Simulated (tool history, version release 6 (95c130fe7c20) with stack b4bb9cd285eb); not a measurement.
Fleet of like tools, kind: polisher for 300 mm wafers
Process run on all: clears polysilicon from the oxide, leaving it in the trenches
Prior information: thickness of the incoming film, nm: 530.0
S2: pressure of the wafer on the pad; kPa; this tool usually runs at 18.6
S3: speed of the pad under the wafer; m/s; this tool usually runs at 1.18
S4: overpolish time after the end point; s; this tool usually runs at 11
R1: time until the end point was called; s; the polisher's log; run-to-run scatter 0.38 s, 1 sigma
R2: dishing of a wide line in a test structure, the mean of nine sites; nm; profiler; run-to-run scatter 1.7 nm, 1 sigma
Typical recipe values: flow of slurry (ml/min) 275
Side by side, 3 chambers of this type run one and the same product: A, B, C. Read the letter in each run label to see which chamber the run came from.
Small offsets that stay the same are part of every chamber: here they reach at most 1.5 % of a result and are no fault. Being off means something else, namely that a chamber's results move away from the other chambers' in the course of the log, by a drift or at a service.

run 1C day=0.254 | flow_of_slurry_(ml/min)=275 S2=18.6 S3=1.18 S4=11 | R1=32.7 R2=68.666
run 2A day=0.442 | flow_of_slurry_(ml/min)=275 S2=18.6 S3=1.18 S4=11 | R1=33.24 R2=67.086
-- day=0.642 chamber B: worn pad replaced by a new one
-- day=0.721 chamber C: head pressure recalibrated
run 3B day=0.825 | flow_of_slurry_(ml/min)=275 S2=18.6 S3=1.18 S4=11 | R1=33.052 R2=71.398
run 4B day=1.104 | flow_of_slurry_(ml/min)=275 S2=18.6 S3=1.18 S4=11 | R1=32.554 R2=73.364
run 5A day=1.388 | flow_of_slurry_(ml/min)=275 S2=18.6 S3=1.18 S4=11 | R1=32.543 R2=68.654
run 6C day=1.662 | flow_of_slurry_(ml/min)=275 S2=18.6 S3=1.18 S4=11 | R1=32.995 R2=67.698
run 7C day=2.012 | flow_of_slurry_(ml/min)=275 S2=18.6 S3=1.18 S4=11 | R1=32.245 R2=67.093
run 8B day=2.246 | flow_of_slurry_(ml/min)=275 S2=18.6 S3=1.18 S4=11 | R1=32.964 R2=71.625
run 9A day=2.633 | flow_of_slurry_(ml/min)=275 S2=18.6 S3=1.18 S4=11 | R1=32.251 R2=72.083
-- day=2.654 chamber A: slurry nozzle cleaned
-- day=2.9 chamber C: worn pad replaced by a new one
run 10C day=2.971 | flow_of_slurry_(ml/min)=275 S2=18.6 S3=1.18 S4=11 | R1=32.826 R2=70.918
run 11B day=3.342 | flow_of_slurry_(ml/min)=275 S2=18.6 S3=1.18 S4=11 | R1=32.452 R2=73.354
run 12A day=3.638 | flow_of_slurry_(ml/min)=275 S2=18.6 S3=1.18 S4=11 | R1=32.016 R2=74.5
-- day=3.933 chamber A: head pressure recalibrated
run 13A day=3.946 | flow_of_slurry_(ml/min)=275 S2=18.6 S3=0.8 S4=5 | R1=54.578 R2=35.495
-- day=4.108 chamber B: worn pad replaced by a new one
run 14C day=4.342 | flow_of_slurry_(ml/min)=275 S2=18.6 S3=0.8 S4=5 | R1=48.681 R2=40.245
run 15B day=4.533 | flow_of_slurry_(ml/min)=275 S2=18.6 S3=0.8 S4=5 | R1=48.031 R2=39.829
-- day=4.725 chamber A: worn pad replaced by a new one
run 16A day=4.883 | flow_of_slurry_(ml/min)=275 S2=18.6 S3=1.18 S4=11 | R1=37.278 R2=69.41
run 17C day=5.296 | flow_of_slurry_(ml/min)=275 S2=18.6 S3=1.18 S4=11 | R1=32.589 R2=68.429
run 18B day=5.55 | flow_of_slurry_(ml/min)=275 S2=18.6 S3=1.18 S4=11 | R1=33.016 R2=70.834
run 19C day=5.829 | flow_of_slurry_(ml/min)=275 S2=18.6 S3=1.18 S4=11 | R1=32.911 R2=69.25
run 20B day=6.208 | flow_of_slurry_(ml/min)=275 S2=18.6 S3=1.18 S4=11 | R1=32.429 R2=69.559
run 21A day=6.442 | flow_of_slurry_(ml/min)=275 S2=18.6 S3=1.18 S4=11 | R1=36.356 R2=72.362
run 22A day=6.742 | flow_of_slurry_(ml/min)=275 S2=18.6 S3=1.18 S4=11 | R1=36.3 R2=69.483

Predict what each chamber gives when all 3 of them run the settings below next.
run 23A day=7.038 | flow_of_slurry_(ml/min)=275 S2=18.6 S3=1.18 S4=11 | R1=? R2=?
run 23B day=7.038 | flow_of_slurry_(ml/min)=275 S2=18.6 S3=1.18 S4=11 | R1=? R2=?
run 23C day=7.038 | flow_of_slurry_(ml/min)=275 S2=18.6 S3=1.18 S4=11 | R1=? R2=?

run=23A R1=36.751 R2=67.521
run=23B R1=34.017 R2=68.616
run=23C R1=33.144 R2=70.382
